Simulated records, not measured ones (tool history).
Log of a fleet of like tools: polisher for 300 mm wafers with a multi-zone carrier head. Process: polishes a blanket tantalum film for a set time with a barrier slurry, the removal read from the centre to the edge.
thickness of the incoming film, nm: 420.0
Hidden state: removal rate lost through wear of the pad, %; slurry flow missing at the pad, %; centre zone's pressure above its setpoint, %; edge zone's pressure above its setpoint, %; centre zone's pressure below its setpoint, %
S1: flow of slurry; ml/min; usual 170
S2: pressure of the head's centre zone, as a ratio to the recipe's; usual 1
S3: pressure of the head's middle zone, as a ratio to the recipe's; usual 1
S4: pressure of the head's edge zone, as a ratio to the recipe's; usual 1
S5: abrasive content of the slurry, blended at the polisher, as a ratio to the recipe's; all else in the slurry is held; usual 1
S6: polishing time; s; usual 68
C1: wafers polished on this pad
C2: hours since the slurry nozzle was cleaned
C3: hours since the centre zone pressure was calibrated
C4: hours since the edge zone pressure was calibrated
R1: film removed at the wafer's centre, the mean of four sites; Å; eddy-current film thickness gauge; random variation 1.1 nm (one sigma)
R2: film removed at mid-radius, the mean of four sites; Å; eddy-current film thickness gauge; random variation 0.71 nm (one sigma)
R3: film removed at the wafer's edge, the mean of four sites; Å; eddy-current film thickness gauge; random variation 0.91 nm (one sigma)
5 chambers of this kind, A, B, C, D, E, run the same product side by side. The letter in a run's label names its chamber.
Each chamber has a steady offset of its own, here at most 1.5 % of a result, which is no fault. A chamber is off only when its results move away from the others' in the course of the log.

At hour 9.4: chamber C: worn pad replaced by a new one.
Run 1B, hour 14.4: usual settings; C1 361; C2 89.6; C3 106.8; C4 338. Result: R1 955.29 Å, R2 970.48 Å, R3 977.74 Å.
At hour 19.8: chamber E: worn pad replaced by a new one.
At hour 22.7: chamber D: worn pad replaced by a new one.
Run 2E, hour 24.1: usual settings; C1 55; C2 544.2; C3 251.6; C4 461.2. Result: R1 978.55 Å, R2 979.8 Å, R3 982.02 Å.
Run 3D, hour 37.8: usual settings; C1 191; C2 490.8; C3 73.5; C4 889.8. Result: R1 972.14 Å, R2 967.45 Å, R3 948.11 Å.
Run 4C, hour 53.5: usual settings; C1 559; C2 509.1; C3 142.3; C4 550.1. Result: R1 985.06 Å, R2 968.93 Å, R3 957.67 Å.
Run 5A, hour 66.9: usual settings; C1 1124; C2 259; C3 752.7; C4 764.4. Result: R1 968.74 Å, R2 967.21 Å, R3 976.28 Å.
At hour 72.9: chamber A: worn pad replaced by a new one.
Run 6E, hour 74.9: usual settings; C1 698; C2 595; C3 302.4; C4 512. Result: R1 979.89 Å, R2 972.58 Å, R3 977.16 Å.
Run 7B, hour 84.6: usual settings; C1 1250; C2 159.8; C3 177; C4 408.2. Result: R1 946.67 Å, R2 950.98 Å, R3 979.98 Å.
At hour 91.8: chamber D: edge zone pressure recalibrated.
Run 8C, hour 93.1: usual settings but S5 0.85; C1 1061; C2 548.7; C3 181.9; C4 589.7. Result: R1 924.42 Å, R2 924.1 Å, R3 913.44 Å.
At hour 93.6: chamber B: worn pad replaced by a new one.
At hour 95.3: chamber C: worn pad replaced by a new one.
Run 9D, hour 100.5: usual settings but S5 0.85; C1 986; C2 553.5; C3 136.2; C4 8.8. Result: R1 904.03 Å, R2 928.71 Å, R3 921.78 Å.
At hour 103.3: chamber D: worn pad replaced by a new one.
Run 10A, hour 109: usual settings but S5 0.85; C1 458; C2 301.1; C3 794.8; C4 806.5. Result: R1 923.96 Å, R2 920.2 Å, R3 935.63 Å.
Run 11D, hour 119.1: usual settings but S5 0.85; C1 201; C2 572.1; C3 154.8; C4 27.4. Result: R1 913.82 Å, R2 925.83 Å, R3 920.1 Å.
At hour 132: chamber E: worn pad replaced by a new one.
Run 12B, hour 135.1: usual settings but S5 0.85; C1 526; C2 210.3; C3 227.5; C4 458.7. Result: R1 917.23 Å, R2 912.88 Å, R3 921.25 Å.
Run 13E, hour 142.7: usual settings; C1 136; C2 662.8; C3 370.2; C4 579.8. Result: R1 991.79 Å, R2 991.41 Å, R3 977.06 Å.
Run 14C, hour 151.9: usual settings but S1 210 ml/min; C1 717; C2 607.5; C3 240.7; C4 648.5. Result: R1 978.22 Å, R2 991.64 Å, R3 984.27 Å.
At hour 157.8: chamber B: edge zone pressure recalibrated.
At hour 161.9: chamber C: worn pad replaced by a new one.
At hour 162.8: chamber A: worn pad replaced by a new one.
Run 15A, hour 163.3: usual settings but S1 210 ml/min; C1 6; C2 355.4; C3 849.1; C4 860.8. Result: R1 1030 Å, R2 999.64 Å, R3 998.38 Å.
Run 16C, hour 177.2: usual settings but S1 210 ml/min; C1 194; C2 632.8; C3 266; C4 673.8. Result: R1 986.13 Å, R2 994.16 Å, R3 988.99 Å.
At hour 184.7: chamber D: worn pad replaced by a new one.
Run 17A, hour 187.9: usual settings but S1 210 ml/min; C1 318; C2 380; C3 873.7; C4 885.4. Result: R1 1010.5 Å, R2 991.82 Å, R3 998.16 Å.
Run 18B, hour 196: usual settings but S1 210 ml/min; C1 1297; C2 271.2; C3 288.4; C4 38.3. Result: R1 996.71 Å, R2 1004.2 Å, R3 991.06 Å.
At hour 196.5: chamber B: worn pad replaced by a new one.
Run 19D, hour 205: usual settings but S1 195 ml/min, S3 1.11; C1 258; C2 658; C3 240.7; C4 113.3. Result: R1 973.96 Å, R2 1082.9 Å, R3 981.75 Å.
At hour 207.5: chamber E: slurry nozzle cleaned.
Run 20E, hour 219.7: usual settings but S1 195 ml/min, S3 1.11; C1 1112; C2 12.2; C3 447.2; C4 656.8. Result: R1 1043.4 Å, R2 1103.7 Å, R3 1000.7 Å.
At hour 219.9: chamber A: slurry nozzle cleaned.
At hour 231.5: chamber C: worn pad replaced by a new one.
Run 21D, hour 235.4: usual settings but S1 195 ml/min, S3 1.11; C1 643; C2 688.4; C3 271.1; C4 143.7. Result: R1 993.65 Å, R2 1074 Å, R3 975.7 Å.
At hour 241.6: chamber E: worn pad replaced by a new one.
Run 22B, hour 248.2: usual settings but S1 195 ml/min, S3 1.11; C1 655; C2 323.4; C3 340.6; C4 90.5. Result: R1 993.56 Å, R2 1078.7 Å, R3 990.61 Å.
At hour 250.4: chamber D: slurry nozzle cleaned.
At hour 260.3: chamber B: centre zone pressure recalibrated.
Run 23E, hour 262.7: usual settings but S1 195 ml/min, S3 1.11; C1 268; C2 55.2; C3 490.2; C4 699.8. Result: R1 1047.9 Å, R2 1086 Å, R3 1008 Å.
At hour 266: chamber D: worn pad replaced by a new one.
At hour 268.7: chamber A: worn pad replaced by a new one.
At hour 269.7: chamber C: slurry nozzle cleaned.
Run 24C, hour 271.6: usual settings; C1 508; C2 2; C3 360.4; C4 768.2. Result: R1 960.24 Å, R2 966.75 Å, R3 968.73 Å.
At hour 276.8: chamber A: centre zone pressure recalibrated.
At hour 277.1: chamber D: centre zone pressure recalibrated.
Run 25A, hour 280.1: usual settings; C1 145; C2 60.3; C3 3.3; C4 977.6. Result: R1 980.39 Å, R2 969.84 Å, R3 977.27 Å.
Run 26B, hour 292.4: usual settings; C1 1215; C2 367.6; C3 32.1; C4 134.7. Result: R1 969.34 Å, R2 962.25 Å, R3 968.08 Å.
At hour 294.8: chamber B: worn pad replaced by a new one.
Run 27A, hour 307.8: usual settings; C1 496; C2 88; C3 31; C4 1005.3. Result: R1 983.05 Å, R2 975.85 Å, R3 966.22 Å.
At hour 316.6: chamber C: worn pad replaced by a new one.
Run 28C, hour 323.8: usual settings; C1 92; C2 54.2; C3 412.6; C4 820.4. Result: R1 954.07 Å, R2 982.76 Å, R3 967.13 Å.
Run 29D, hour 331.3: usual settings; C1 827; C2 80.9; C3 54.2; C4 239.6. Result: R1 961.24 Å, R2 967.22 Å, R3 986.79 Å.
Run 30E, hour 345.8: usual settings; C1 1320; C2 138.3; C3 573.3; C4 782.9. Result: R1 1074.5 Å, R2 972.21 Å, R3 981.47 Å.
At hour 351.9: chamber E: worn pad replaced by a new one.
At hour 359.2: chamber D: worn pad replaced by a new one.
Run 31E, hour 359.4: usual settings; C1 96; C2 151.9; C3 586.9; C4 796.5. Result: R1 1088.6 Å, R2 976.14 Å, R3 978.63 Å.
Run 32B, hour 370.3: usual settings; C1 957; C2 445.5; C3 110; C4 212.6. Result: R1 962.3 Å, R2 967.69 Å, R3 979.41 Å.
Run 33D, hour 377.4: usual settings but S3 1.08, S5 1.25; C1 231; C2 127; C3 100.3; C4 285.7. Result: R1 1017.4 Å, R2 1111.6 Å, R3 1022.8 Å.

All 5 chambers run these settings next. Forecast each chamber's results:
Run 34A, hour 389.3: usual settings but S1 205 ml/min. Result: R1 ?, R2 ?, R3 ?.
Run 34B, hour 389.3: usual settings but S1 205 ml/min. Result: R1 ?, R2 ?, R3 ?.
Run 34C, hour 389.3: usual settings but S1 205 ml/min. Result: R1 ?, R2 ?, R3 ?.
Run 34D, hour 389.3: usual settings but S1 205 ml/min. Result: R1 ?, R2 ?, R3 ?.
Run 34E, hour 389.3: usual settings but S1 205 ml/min. Result: R1 ?, R2 ?, R3 ?.

run      R1      R2      R3
34A   989.6  993.15  1001.6
34B  973.36  996.33  995.42
34C  991.08  997.68  954.43
34D  993.13  992.18  985.26
34E  1127.2  1002.2  996.91

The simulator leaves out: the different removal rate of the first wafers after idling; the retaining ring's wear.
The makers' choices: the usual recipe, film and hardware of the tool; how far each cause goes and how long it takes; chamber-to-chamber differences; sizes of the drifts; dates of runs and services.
